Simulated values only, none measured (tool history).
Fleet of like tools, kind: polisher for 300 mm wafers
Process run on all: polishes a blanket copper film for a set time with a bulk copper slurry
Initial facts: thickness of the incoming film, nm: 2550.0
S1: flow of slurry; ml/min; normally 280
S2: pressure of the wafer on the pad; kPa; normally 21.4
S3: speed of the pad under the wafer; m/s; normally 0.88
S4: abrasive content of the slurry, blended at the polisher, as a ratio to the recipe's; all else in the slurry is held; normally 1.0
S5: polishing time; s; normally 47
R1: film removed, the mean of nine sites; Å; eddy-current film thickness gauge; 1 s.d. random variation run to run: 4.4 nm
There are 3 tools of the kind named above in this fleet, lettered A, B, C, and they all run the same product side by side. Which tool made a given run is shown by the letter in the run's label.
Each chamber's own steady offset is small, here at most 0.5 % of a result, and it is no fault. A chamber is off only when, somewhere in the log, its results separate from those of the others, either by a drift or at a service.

run,hour,S1,S2,S3,S4,S5,R1
# hour 3.3: chamber B: slurry blender recalibrated
1B,7.8,280,21.4,0.88,1.0,47,4171.6
# hour 12.8: chamber B: worn pad replaced by a new one
2C,14.9,280,21.4,0.88,1.0,47,4207.1
3A,18.8,280,21.4,0.88,1.0,47,4210.0
4B,24.8,280,21.4,0.88,1.0,47,4193.9
5A,33.6,280,21.4,0.88,1.0,47,4119.1
# hour 34.9: chamber A: worn pad replaced by a new one
# hour 39.1: chamber A: slurry nozzle cleaned
# hour 39.4: chamber C: worn pad replaced by a new one
6C,39.4,280,21.4,0.88,1.2,42,3937.1
7C,46.0,280,21.4,0.88,1.2,42,3926.0
8A,51.0,280,21.4,0.88,1.2,42,3911.3
9B,58.5,280,21.4,0.88,1.0,47,4176.1
10B,66.7,280,21.4,0.88,1.0,47,4278.6
# hour 68.0: chamber B: head pressure recalibrated
11A,71.5,280,21.4,0.88,1.1,47,4231.7
12C,76.5,280,21.4,0.88,1.1,47,4308.0
13A,82.8,280,21.4,0.88,1.1,47,4221.7
# hour 87.1: chamber C: slurry blender recalibrated
# hour 87.1: chamber A: worn pad replaced by a new one
14C,90.8,280,21.4,0.88,1.0,47,4212.2
15B,96.6,280,21.4,0.88,1.0,47,4542.3
# hour 97.7: chamber C: slurry nozzle cleaned
16A,105.5,280,21.4,0.88,1.0,47,4185.3
# hour 109.8: chamber B: worn pad replaced by a new one
17C,110.6,280,21.4,0.88,1.0,47,4244.4
18B,119.6,280,21.4,0.88,1.0,47,4651.0
19B,125.6,280,21.4,0.88,1.0,47,4716.9
20C,129.8,280,21.4,0.88,1.0,47,4198.3

Has any chamber moved away from the others, gradually or after a service, or does the common gauge drift, or do the chambers differ only by their own small steady offsets? State the chamber and the most likely cause if one applies.

Chamber B has stood off from the others ever since a service on it.
What lies behind it: head's pressure above its setpoint, % = 11.1.

Here are 4 candidates for chamber B's next run, each the usual settings with a change, their results left as question marks. Which one brings its results back in line with what the others give on the usual settings?
Maximum distance from the other chambers' mean on the usual settings for a result to count as in line: R1 150.0 Å
21B-1,136.2,285,21.4,0.96,1.0,47,?
21B-2,136.2,275,19.3,0.88,1.0,47,?
21B-3,136.2,275,21.4,0.88,1.0,38,?
21B-4,136.2,285,26.2,0.88,1.0,47,?

Average result of the remaining chambers running the usual settings: R1 4196.2 Å
run,R1
21B-1,5079.6
21B-2,4193.6
21B-3,3747.8
21B-4,5686.1
21B-2 puts the chamber back in line with the other chambers.
